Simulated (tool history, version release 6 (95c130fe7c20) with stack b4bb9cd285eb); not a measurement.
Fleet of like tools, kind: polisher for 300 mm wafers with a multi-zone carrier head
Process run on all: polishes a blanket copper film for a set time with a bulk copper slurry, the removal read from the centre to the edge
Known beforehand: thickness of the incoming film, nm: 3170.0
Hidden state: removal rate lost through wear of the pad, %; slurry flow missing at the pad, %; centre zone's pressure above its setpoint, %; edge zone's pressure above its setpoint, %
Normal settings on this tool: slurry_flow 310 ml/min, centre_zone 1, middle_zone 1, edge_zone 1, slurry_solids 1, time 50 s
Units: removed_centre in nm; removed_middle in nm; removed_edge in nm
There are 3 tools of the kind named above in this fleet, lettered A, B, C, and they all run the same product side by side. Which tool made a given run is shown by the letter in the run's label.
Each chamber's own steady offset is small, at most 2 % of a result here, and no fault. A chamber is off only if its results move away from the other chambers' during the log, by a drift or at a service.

run,hour,slurry_flow,centre_zone,middle_zone,edge_zone,slurry_solids,time,wafers polished on this pad,hours since the slurry nozzle was cleaned,hours since the centre zone pressure was calibrated,hours since the edge zone pressure was calibrated,removed_centre,removed_middle,removed_edge
1A,6.4,310,1,1,1,1,50,1159,110.2,1149.1,554.8,515.04,536.9,535.93
# hour 6.8: chamber C: worn pad replaced by a new one
2C,12.9,310,1,1,1,1,50,90,366.9,113.9,294,538.36,525.08,526.65
# hour 13.5: chamber A: worn pad replaced by a new one
3B,20.5,310,1,1,1,1,50,850,775,1062,347.6,521.42,527.03,524.89
# hour 28.6: chamber C: slurry nozzle cleaned
4B,29,310,1,1,1,1,50,974,783.5,1070.5,356.1,532.25,535.09,540.03
5C,34.9,310,1,1,1,1,50,412,6.3,135.9,316,516.81,522.74,522.99
6A,43.3,310,1,1,1,1,50,437,147.1,1186,591.7,530.38,539.26,534.96
7A,49,310,1,1,1,1,50,521,152.8,1191.7,597.4,524.26,532.95,533.49
8B,54,310,1,1,1,1,50,1341,808.5,1095.5,381.1,527.5,518.68,520.21
9C,58.2,310,1,1,1,1,50,754,29.6,159.2,339.3,531.29,518.85,527.51
# hour 60.6: chamber C: worn pad replaced by a new one
10C,65.2,310,1,1,1,1,50,68,36.6,166.2,346.3,517.91,519.78,527.71
11B,70.8,310,1,1,1,1,50,1587,825.3,1112.3,397.9,539.16,522.91,533.24
12A,77.6,310,1,1,1,1,50,940,181.4,1220.3,626,539.96,536.4,513.21
13A,84.3,310,1,1,1,1,50,1038,188.1,1227,632.7,535.54,530.06,533.79
14C,91.6,310,1,1,1,1,50,455,63,192.6,372.7,528.15,518.14,526.51
15B,95.8,310,1,1,1,1,50,1954,850.3,1137.3,422.9,516.67,515.16,526.4
16A,100.7,310,1,1,1,1,50,1279,204.5,1243.4,649.1,535.65,537.76,518.91
# hour 107.5: chamber C: worn pad replaced by a new one
17C,108.5,310,1,1,1,1,50,14,79.9,209.5,389.6,547.89,523.32,531.97
# hour 112.5: chamber A: worn pad replaced by a new one
18B,115.3,310,1,1,1,1,50,2240,869.8,1156.8,442.4,521.39,510.11,515.14
# hour 116.8: chamber B: slurry nozzle cleaned
# hour 122.4: chamber C: edge zone pressure recalibrated
19B,123.5,310,1,1,1,1,50,2360,6.7,1165,450.6,512.43,503.84,500.81
20C,130,310,1,1,1,1,50,330,101.4,231,7.7,534.5,525.37,525.43
21A,137.2,310,1,1,1,1,50,362,241,1279.9,685.6,527.27,537.65,526.31
22A,141.3,310,1,1,1,1,50,422,245.1,1284,689.7,537.83,531.9,532.1
# hour 141.8: chamber B: centre zone pressure recalibrated
23C,146,310,1,1,1,1,50,564,117.4,247,23.7,525.66,519.41,528.96
# hour 149.8: chamber C: worn pad replaced by a new one
24B,153.6,310,1,1,1,1,50,2801,36.8,11.9,480.7,500.42,498.7,495.13
25A,157.8,310,1,1,1,1,50,664,261.6,1300.5,706.2,532.2,538.67,515.82
26C,166.4,310,1,1,1,1,50,244,137.8,267.4,44.1,513.93,526.16,528.41
27B,171,310,1,1,1,1,50,3056,54.2,29.3,498.1,501.53,496.38,489.26
28B,179.3,310,1,1,1,1,50,3178,62.5,37.6,506.4,497.94,497.28,490.23
29A,183.4,310,1,1,1,1,50,1040,287.2,1326.1,731.8,522.71,537.06,521.54
30C,188.5,310,1,1,1,1,50,568,159.9,289.5,66.2,515.79,521.64,532.5
31A,192.8,310,1,1,1,1,50,1177,296.6,1335.5,741.2,524.32,526.2,522.64
32B,196.7,310,1,1,0.91,1,50,3433,79.9,55,523.8,493.14,492.99,461.64

For the next run the whole fleet of 3 chambers uses the same settings. Give each chamber's results:
33A,203,310,1,1,1,1,50,,,,,?,?,?
33B,203,310,1,1,1,1,50,,,,,?,?,?
33C,203,310,1,1,1,1,50,,,,,?,?,?

run,removed_centre,removed_middle,removed_edge
33A,524.97,535.05,532.15
33B,485.22,491.69,488.57
33C,521.84,523.33,522.26
